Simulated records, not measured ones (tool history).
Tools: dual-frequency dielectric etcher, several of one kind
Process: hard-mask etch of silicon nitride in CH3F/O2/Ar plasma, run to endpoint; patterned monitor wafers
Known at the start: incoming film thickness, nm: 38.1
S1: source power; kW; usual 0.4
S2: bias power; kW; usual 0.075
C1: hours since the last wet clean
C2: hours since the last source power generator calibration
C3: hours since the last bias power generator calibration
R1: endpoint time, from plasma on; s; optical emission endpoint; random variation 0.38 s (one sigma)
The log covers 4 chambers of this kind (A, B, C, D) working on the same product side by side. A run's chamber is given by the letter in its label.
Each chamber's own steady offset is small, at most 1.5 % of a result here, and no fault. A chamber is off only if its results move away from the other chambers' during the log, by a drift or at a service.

run   hour    S1     S2     C1      C2      C3      R1
 1D    9.4   0.4  0.075  258.3  2417.8  1055.8   54.37
 2B   17.9   0.4  0.075  594.2   487.5  1694.4  54.236
 3A   23.3   0.4  0.075  236.7  1256.7    2553  53.793
 4C   31.4   0.4  0.075  471.2    1313   115.5  54.602
 5A   37.5  0.44  0.075  250.9  1270.9  2567.2  53.146
 6C   42.6  0.44  0.075  482.4  1324.2   126.7  52.021
 7B   52.6  0.44  0.075  628.9   522.2  1729.1  52.509
 8D   61.7  0.44  0.075  310.6  2470.1  1108.1  52.262
 9B   69.6   0.4  0.075  645.9   539.2  1746.1  54.711
      71.3  -- chamber B: wet clean of the chamber
10D   74.4   0.4  0.075  323.3  2482.8  1120.8  55.021
11A   82.5   0.4  0.075  295.9  1315.9  2612.2  54.072
12C   89.6   0.4  0.075  529.4  1371.2   173.7  54.416
13C   97.7   0.4  0.075  537.5  1379.3   181.8  54.383
14D  108.5   0.4  0.075  357.4  2516.9  1154.9  54.876
15B  116.3   0.4  0.075   45.1   585.9  1792.8  54.955
16A  124.2   0.4  0.075  337.6  1357.6  2653.9  54.216
17A  129.5   0.4  0.075  342.9  1362.9  2659.2  54.369
18C  138.6   0.4  0.075  578.4  1420.2   222.7  54.688
19B  144.3   0.4  0.075   73.1   613.9  1820.8  54.846
20D  149.9   0.4  0.084  398.8  2558.3  1196.3  52.504
21C  158.1   0.4  0.084  597.9  1439.7   242.2  52.017
22A  163.2   0.4  0.084  376.6  1396.6  2692.9  52.578
23D  170.1   0.4  0.084    419  2578.5  1216.5   52.81
     177.6  -- chamber A: wet clean of the chamber
24B  179.5   0.4  0.075  108.3   649.1    1856  54.626
25D  186.9   0.4  0.075  435.8  2595.3  1233.3  54.293
26B  192.4   0.4  0.075  121.2     662  1868.9  55.135
27C  199.9   0.4  0.075  639.7  1481.5     284  53.762
28A  208.3  0.32  0.086   30.7  1441.7    2738  56.826
     208.8  -- chamber D: wet clean of the chamber
29D  214.6  0.32  0.086    5.8    2623    1261  56.811

All 4 chambers run these settings next. Forecast each chamber's results:
30A  222.4  0.4  0.075               ?
30B  222.4  0.4  0.075               ?
30C  222.4  0.4  0.075               ?
30D  222.4  0.4  0.075               ?

run      R1
30A  54.546
30B  55.234
30C  54.135
30D  54.318
